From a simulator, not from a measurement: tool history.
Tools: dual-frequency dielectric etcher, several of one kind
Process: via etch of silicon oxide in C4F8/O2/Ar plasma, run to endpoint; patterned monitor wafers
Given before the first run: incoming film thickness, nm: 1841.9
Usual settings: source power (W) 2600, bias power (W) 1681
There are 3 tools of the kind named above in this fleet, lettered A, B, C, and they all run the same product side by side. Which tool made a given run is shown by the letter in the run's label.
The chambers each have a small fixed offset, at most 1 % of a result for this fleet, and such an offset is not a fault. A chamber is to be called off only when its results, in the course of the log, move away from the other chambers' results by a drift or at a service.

| run | hour | source power (W) | bias power (W) | endpoint time (s) |
|---|---|---|---|---|
| 1A | 2.9 | 2600 | 1681 | 343.91 |
| 2B | 6.3 | 2600 | 1681 | 345.37 |
| 3C | 10.5 | 2600 | 1681 | 339.94 |
| 4B | 16 | 2600 | 1681 | 342.13 |
| 5C | 21.3 | 2600 | 1681 | 339.71 |
| 6A | 24.5 | 2600 | 1681 | 343.55 |
| 7C | 29.1 | 2600 | 1681 | 337.01 |
| 8A | 34.5 | 2600 | 1681 | 342.16 |
| 9B | 39.7 | 2600 | 1681 | 343.66 |
| 10A | 42.7 | 2030 | 1816 | 369.13 |
| 11C | 45.7 | 2030 | 1816 | 365.15 |
| 12B | 51.5 | 2030 | 1816 | 375.39 |
| 13A | 56.7 | 2600 | 1681 | 344.62 |
| 14C | 60.4 | 2600 | 1681 | 330.6 |
| 15B | 64.9 | 2600 | 1681 | 345.46 |
| 16B | 68.6 | 2600 | 1681 | 345.46 |
| 17A | 73.4 | 2600 | 1681 | 339.71 |
| 18C | 79.3 | 2310 | 2025 | 328.91 |
| 19B | 84.9 | 2310 | 2025 | 342.33 |
| 20C | 88.9 | 2310 | 2025 | 328.39 |
| 21A | 93.9 | 2600 | 1681 | 343.11 |
| 22C | 98 | 2600 | 1681 | 326.24 |

All chambers now run identical settings, listed one chamber a line with results as question marks. What results will each chamber show?
| 23A | 102.4 | 2600 | 1681 | ? |
| 23B | 102.4 | 2600 | 1681 | ? |
| 23C | 102.4 | 2600 | 1681 | ? |

| run | endpoint time (s) |
|---|---|
| 23A | 344.25 |
| 23B | 345.73 |
| 23C | 325.69 |
